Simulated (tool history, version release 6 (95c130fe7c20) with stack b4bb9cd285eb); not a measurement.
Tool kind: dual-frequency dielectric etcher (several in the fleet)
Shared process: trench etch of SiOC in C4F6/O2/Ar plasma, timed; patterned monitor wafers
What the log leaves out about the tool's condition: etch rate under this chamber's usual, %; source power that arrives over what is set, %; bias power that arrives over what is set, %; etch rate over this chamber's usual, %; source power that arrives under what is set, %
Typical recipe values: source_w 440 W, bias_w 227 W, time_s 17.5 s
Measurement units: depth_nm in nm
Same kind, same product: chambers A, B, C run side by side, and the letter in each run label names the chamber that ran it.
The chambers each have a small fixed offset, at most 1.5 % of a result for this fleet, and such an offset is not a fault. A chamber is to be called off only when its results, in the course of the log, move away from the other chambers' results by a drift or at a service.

run	hour	source_w	bias_w	time_s	hours since the last wet clean	hours since the last source power generator calibration	hours since the last bias power generator calibration	read-back reference wafer on the same gauge, depth_nm	depth_nm
1A	4.9	440	227	17.5	331.2	2142.5	460.5	43.515	40.486
2C	10.4	440	227	17.5	133.6	2440.5	2127.3	43.475	40.428
3B	16.3	440	227	17.5	136.5	1162.7	34.7	43.532	41.061
4A	25.2	440	227	17.5	351.5	2162.8	480.8	43.522	40.815
5C	33.4	440	227	17.5	156.6	2463.5	2150.3	43.498	40.563
6B	41.2	440	227	15.0	161.4	1187.6	59.6	43.496	35.355
7A	50.1	440	227	15.0	376.4	2187.7	505.7	43.497	34.539
8C	59.0	440	227	15.0	182.2	2489.1	2175.9	43.483	34.992
9B	66.7	440	227	17.5	186.9	1213.1	85.1	43.524	41.320
10A	75.5	440	227	17.5	401.8	2213.1	531.1	43.500	40.644
11B	81.7	440	227	17.5	201.9	1228.1	100.1	43.516	41.088
# hour 82.3: chamber A: wet clean of the chamber
12C	87.5	440	227	17.5	210.7	2517.6	2204.4	43.522	40.508
13C	94.7	440	227	17.5	217.9	2524.8	2211.6	43.478	40.392
14A	102.9	440	227	16.0	20.7	2240.5	558.5	43.532	35.571
15B	111.2	440	227	16.0	231.4	1257.6	129.6	43.488	37.579
16A	115.9	440	227	16.0	33.7	2253.5	571.5	43.505	35.520
17B	122.0	440	227	17.5	242.2	1268.4	140.4	43.528	41.049
18C	126.6	440	227	22.5	249.8	2556.7	2243.5	43.510	52.003
19B	135.3	440	227	22.5	255.5	1281.7	153.7	43.497	52.544
20A	140.2	440	227	22.5	58.0	2277.8	595.8	43.505	49.917
21C	144.6	440	227	17.5	267.8	2574.7	2261.5	43.480	40.496
22C	151.0	440	227	17.5	274.2	2581.1	2267.9	43.501	40.695
23B	156.6	440	227	17.5	276.8	1303.0	175.0	43.509	41.420
24A	165.0	500	227	21.5	82.8	2302.6	620.6	43.507	50.237
25A	171.8	500	227	21.5	89.6	2309.4	627.4	43.478	50.048

What goes on in this fleet: one chamber off, a drifting gauge, or nothing beyond the chambers' own small offsets? Name the chamber and the cause, if any.

Chamber A has stood off from the others ever since a service on it.
Likeliest cause: etch rate under this chamber's usual, % = 4.35.

Here are 4 candidates for chamber A's next run, each the usual settings with a change, their results left as question marks. Which one brings its results back in line with what the others give on the usual settings?
Allowed miss from the other chambers' usual-settings mean, per result, to count as in line: depth_nm 0.520 nm
26A-1	178.8	440	262	17.5					?
26A-2	178.8	440	192	17.5					?
26A-3	178.8	440	176	17.5					?
26A-4	178.8	440	227	19.0					?

Mean of the other chambers on the usual settings: depth_nm 40.838 nm
run	depth_nm
26A-1	40.761
26A-2	36.743
26A-3	35.730
26A-4	42.155
It is 26A-1 that realigns the chamber with its peers.
